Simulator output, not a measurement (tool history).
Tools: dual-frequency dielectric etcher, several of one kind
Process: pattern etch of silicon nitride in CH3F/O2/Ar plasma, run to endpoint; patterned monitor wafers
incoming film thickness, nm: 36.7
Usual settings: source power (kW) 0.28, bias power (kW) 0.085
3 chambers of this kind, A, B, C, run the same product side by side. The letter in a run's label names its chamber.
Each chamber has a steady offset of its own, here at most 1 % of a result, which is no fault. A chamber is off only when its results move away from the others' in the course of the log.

{"hour": 12.4, "done": "chamber A: wet clean of the chamber"}
{"run": "1C", "hour": 13.7, "source power (kW)": 0.28, "bias power (kW)": 0.085, "endpoint time (s)": 57.024}
{"run": "2A", "hour": 26.2, "source power (kW)": 0.28, "bias power (kW)": 0.085, "endpoint time (s)": 56.996}
{"run": "3B", "hour": 32.7, "source power (kW)": 0.28, "bias power (kW)": 0.085, "endpoint time (s)": 56.559}
{"run": "4C", "hour": 39.8, "source power (kW)": 0.28, "bias power (kW)": 0.085, "endpoint time (s)": 57.303}
{"run": "5A", "hour": 49.0, "source power (kW)": 0.28, "bias power (kW)": 0.085, "endpoint time (s)": 57.085}
{"run": "6B", "hour": 59.9, "source power (kW)": 0.28, "bias power (kW)": 0.104, "endpoint time (s)": 52.913}
{"run": "7B", "hour": 73.0, "source power (kW)": 0.28, "bias power (kW)": 0.104, "endpoint time (s)": 52.79}
{"run": "8C", "hour": 81.0, "source power (kW)": 0.28, "bias power (kW)": 0.104, "endpoint time (s)": 53.237}
{"hour": 81.9, "done": "chamber C: wet clean of the chamber"}
{"run": "9A", "hour": 88.6, "source power (kW)": 0.28, "bias power (kW)": 0.085, "endpoint time (s)": 57.012}
{"run": "10A", "hour": 101.9, "source power (kW)": 0.28, "bias power (kW)": 0.085, "endpoint time (s)": 57.023}
{"run": "11C", "hour": 109.0, "source power (kW)": 0.28, "bias power (kW)": 0.085, "endpoint time (s)": 55.739}
{"run": "12B", "hour": 118.0, "source power (kW)": 0.23, "bias power (kW)": 0.091, "endpoint time (s)": 59.689}
{"run": "13C", "hour": 125.4, "source power (kW)": 0.23, "bias power (kW)": 0.091, "endpoint time (s)": 58.687}
{"run": "14A", "hour": 134.1, "source power (kW)": 0.23, "bias power (kW)": 0.091, "endpoint time (s)": 59.862}
{"run": "15B", "hour": 143.6, "source power (kW)": 0.28, "bias power (kW)": 0.085, "endpoint time (s)": 57.001}
{"run": "16C", "hour": 153.2, "source power (kW)": 0.28, "bias power (kW)": 0.085, "endpoint time (s)": 55.503}
{"run": "17A", "hour": 159.9, "source power (kW)": 0.28, "bias power (kW)": 0.085, "endpoint time (s)": 57.349}
{"run": "18B", "hour": 171.6, "source power (kW)": 0.28, "bias power (kW)": 0.085, "endpoint time (s)": 57.183}
{"run": "19A", "hour": 181.8, "source power (kW)": 0.28, "bias power (kW)": 0.085, "endpoint time (s)": 57.155}
{"run": "20C", "hour": 189.9, "source power (kW)": 0.28, "bias power (kW)": 0.065, "endpoint time (s)": 61.311}
{"run": "21B", "hour": 201.7, "source power (kW)": 0.28, "bias power (kW)": 0.065, "endpoint time (s)": 62.371}
{"run": "22A", "hour": 211.9, "source power (kW)": 0.28, "bias power (kW)": 0.065, "endpoint time (s)": 62.626}
{"run": "23C", "hour": 223.4, "source power (kW)": 0.28, "bias power (kW)": 0.085, "endpoint time (s)": 56.274}
{"run": "24B", "hour": 230.3, "source power (kW)": 0.28, "bias power (kW)": 0.085, "endpoint time (s)": 56.99}
{"run": "25C", "hour": 242.9, "source power (kW)": 0.28, "bias power (kW)": 0.085, "endpoint time (s)": 55.801}
{"run": "26A", "hour": 251.8, "source power (kW)": 0.28, "bias power (kW)": 0.085, "endpoint time (s)": 56.47}
{"run": "27B", "hour": 263.4, "source power (kW)": 0.28, "bias power (kW)": 0.085, "endpoint time (s)": 56.959}

All 3 chambers run these settings next. Forecast each chamber's results:
{"run": "28A", "hour": 273.3, "source power (kW)": 0.28, "bias power (kW)": 0.092, "endpoint time (s)": "?"}
{"run": "28B", "hour": 273.3, "source power (kW)": 0.28, "bias power (kW)": 0.092, "endpoint time (s)": "?"}
{"run": "28C", "hour": 273.3, "source power (kW)": 0.28, "bias power (kW)": 0.092, "endpoint time (s)": "?"}

run=28A endpoint_time_(s)=55.08
run=28B endpoint_time_(s)=55.555
run=28C endpoint_time_(s)=54.369
